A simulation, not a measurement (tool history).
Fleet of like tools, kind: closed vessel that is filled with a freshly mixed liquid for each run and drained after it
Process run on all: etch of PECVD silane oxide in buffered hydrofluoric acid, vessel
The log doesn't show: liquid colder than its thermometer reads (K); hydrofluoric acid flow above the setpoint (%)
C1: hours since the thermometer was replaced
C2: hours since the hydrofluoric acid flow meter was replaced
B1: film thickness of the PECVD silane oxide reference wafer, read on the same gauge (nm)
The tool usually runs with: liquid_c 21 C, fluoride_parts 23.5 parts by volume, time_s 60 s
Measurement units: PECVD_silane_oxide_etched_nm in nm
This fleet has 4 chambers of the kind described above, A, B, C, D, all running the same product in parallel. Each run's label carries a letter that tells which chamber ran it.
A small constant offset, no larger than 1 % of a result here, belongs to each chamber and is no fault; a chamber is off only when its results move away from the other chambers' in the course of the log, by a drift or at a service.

run 1D hour=9.2 | liquid_c=21 fluoride_parts=23.5 time_s=60 | C1=204.6 C2=393.6 | B1=129.97 | PECVD_silane_oxide_etched_nm=112.63
run 2A hour=16 | liquid_c=21 fluoride_parts=23.5 time_s=60 | C1=841 C2=469.5 | B1=129.99 | PECVD_silane_oxide_etched_nm=114.19
run 3B hour=28.5 | liquid_c=21 fluoride_parts=23.5 time_s=60 | C1=2295.7 C2=641.9 | B1=130.02 | PECVD_silane_oxide_etched_nm=114.48
run 4C hour=39.3 | liquid_c=21 fluoride_parts=23.5 time_s=60 | C1=2359.4 C2=870.4 | B1=130.02 | PECVD_silane_oxide_etched_nm=113.69
run 5D hour=47.9 | liquid_c=21 fluoride_parts=23.5 time_s=60 | C1=243.3 C2=432.3 | B1=129.95 | PECVD_silane_oxide_etched_nm=111.89
run 6C hour=60.1 | liquid_c=21 fluoride_parts=23.5 time_s=60 | C1=2380.2 C2=891.2 | B1=130.05 | PECVD_silane_oxide_etched_nm=112.62
run 7A hour=68 | liquid_c=19 fluoride_parts=23.5 time_s=30 | C1=893 C2=521.5 | B1=130.01 | PECVD_silane_oxide_etched_nm=51.467
run 8B hour=73.8 | liquid_c=19 fluoride_parts=23.5 time_s=30 | C1=2341 C2=687.2 | B1=129.98 | PECVD_silane_oxide_etched_nm=51.269
run 9A hour=82.4 | liquid_c=19 fluoride_parts=23.5 time_s=30 | C1=907.4 C2=535.9 | B1=130 | PECVD_silane_oxide_etched_nm=51.262
run 10C hour=92.4 | liquid_c=19 fluoride_parts=23.5 time_s=30 | C1=2412.5 C2=923.5 | B1=130.04 | PECVD_silane_oxide_etched_nm=51.057
run 11D hour=99.4 | liquid_c=21 fluoride_parts=27.5 time_s=60 | C1=294.8 C2=483.8 | B1=130.04 | PECVD_silane_oxide_etched_nm=100.96
run 12B hour=107.3 | liquid_c=21 fluoride_parts=27.5 time_s=60 | C1=2374.5 C2=720.7 | B1=130.02 | PECVD_silane_oxide_etched_nm=104.46
run 13D hour=119.6 | liquid_c=21 fluoride_parts=27.5 time_s=60 | C1=315 C2=504 | B1=129.99 | PECVD_silane_oxide_etched_nm=101.18
run 14A hour=130.4 | liquid_c=21 fluoride_parts=27.5 time_s=60 | C1=955.4 C2=583.9 | B1=130 | PECVD_silane_oxide_etched_nm=101.09
run 15C hour=139.1 | liquid_c=21 fluoride_parts=23.5 time_s=60 | C1=2459.2 C2=970.2 | B1=129.99 | PECVD_silane_oxide_etched_nm=114
run 16B hour=144.9 | liquid_c=21 fluoride_parts=23.5 time_s=60 | C1=2412.1 C2=758.3 | B1=130.03 | PECVD_silane_oxide_etched_nm=114.77
run 17A hour=157.5 | liquid_c=21 fluoride_parts=23.5 time_s=60 | C1=982.5 C2=611 | B1=130.01 | PECVD_silane_oxide_etched_nm=110.11
run 18C hour=163.9 | liquid_c=21 fluoride_parts=23.5 time_s=60 | C1=2484 C2=995 | B1=130.02 | PECVD_silane_oxide_etched_nm=116.47
run 19D hour=172.6 | liquid_c=21 fluoride_parts=23.5 time_s=95 | C1=368 C2=557 | B1=130 | PECVD_silane_oxide_etched_nm=178.82
run 20B hour=180 | liquid_c=21 fluoride_parts=23.5 time_s=95 | C1=2447.2 C2=793.4 | B1=130.01 | PECVD_silane_oxide_etched_nm=182.36
-- hour=186.4 chamber C: hydrofluoric acid flow meter replaced
run 21B hour=192.6 | liquid_c=21 fluoride_parts=23.5 time_s=95 | C1=2459.8 C2=806 | B1=129.97 | PECVD_silane_oxide_etched_nm=183.16
run 22D hour=199.1 | liquid_c=21 fluoride_parts=23.5 time_s=95 | C1=394.5 C2=583.5 | B1=130 | PECVD_silane_oxide_etched_nm=176.16
run 23A hour=207 | liquid_c=21 fluoride_parts=23.5 time_s=60 | C1=1032 C2=660.5 | B1=130.05 | PECVD_silane_oxide_etched_nm=107.67
-- hour=210.9 chamber B: thermometer replaced
run 24C hour=214.1 | liquid_c=21 fluoride_parts=23.5 time_s=60 | C1=2534.2 C2=27.8 | B1=130.05 | PECVD_silane_oxide_etched_nm=115.32
run 25A hour=226 | liquid_c=25 fluoride_parts=23.5 time_s=30 | C1=1051 C2=679.5 | B1=129.98 | PECVD_silane_oxide_etched_nm=66.709
run 26B hour=233.2 | liquid_c=25 fluoride_parts=23.5 time_s=30 | C1=22.4 C2=846.6 | B1=130.03 | PECVD_silane_oxide_etched_nm=71.5
run 27D hour=244.8 | liquid_c=25 fluoride_parts=23.5 time_s=30 | C1=440.2 C2=629.2 | B1=130.01 | PECVD_silane_oxide_etched_nm=70.259
run 28C hour=251.1 | liquid_c=25 fluoride_parts=23.5 time_s=30 | C1=2571.2 C2=64.8 | B1=129.98 | PECVD_silane_oxide_etched_nm=70.931
run 29B hour=260.8 | liquid_c=21 fluoride_parts=23.5 time_s=60 | C1=50 C2=874.2 | B1=130.03 | PECVD_silane_oxide_etched_nm=112.93
run 30A hour=272.4 | liquid_c=21 fluoride_parts=23.5 time_s=60 | C1=1097.4 C2=725.9 | B1=129.99 | PECVD_silane_oxide_etched_nm=103.93
run 31C hour=281.1 | liquid_c=21 fluoride_parts=23.5 time_s=60 | C1=2601.2 C2=94.8 | B1=129.99 | PECVD_silane_oxide_etched_nm=115.42
run 32D hour=288.9 | liquid_c=24 fluoride_parts=19 time_s=60 | C1=484.3 C2=673.3 | B1=130.03 | PECVD_silane_oxide_etched_nm=155.17

The same settings go to every chamber for the next run, one line per chamber below. Forecast the results for each:
run 33A hour=298 | liquid_c=21 fluoride_parts=23.5 time_s=60 | PECVD_silane_oxide_etched_nm=?
run 33B hour=298 | liquid_c=21 fluoride_parts=23.5 time_s=60 | PECVD_silane_oxide_etched_nm=?
run 33C hour=298 | liquid_c=21 fluoride_parts=23.5 time_s=60 | PECVD_silane_oxide_etched_nm=?
run 33D hour=298 | liquid_c=21 fluoride_parts=23.5 time_s=60 | PECVD_silane_oxide_etched_nm=?

run=33A PECVD_silane_oxide_etched_nm=102.8
run=33B PECVD_silane_oxide_etched_nm=114.35
run=33C PECVD_silane_oxide_etched_nm=114.37
run=33D PECVD_silane_oxide_etched_nm=113.02
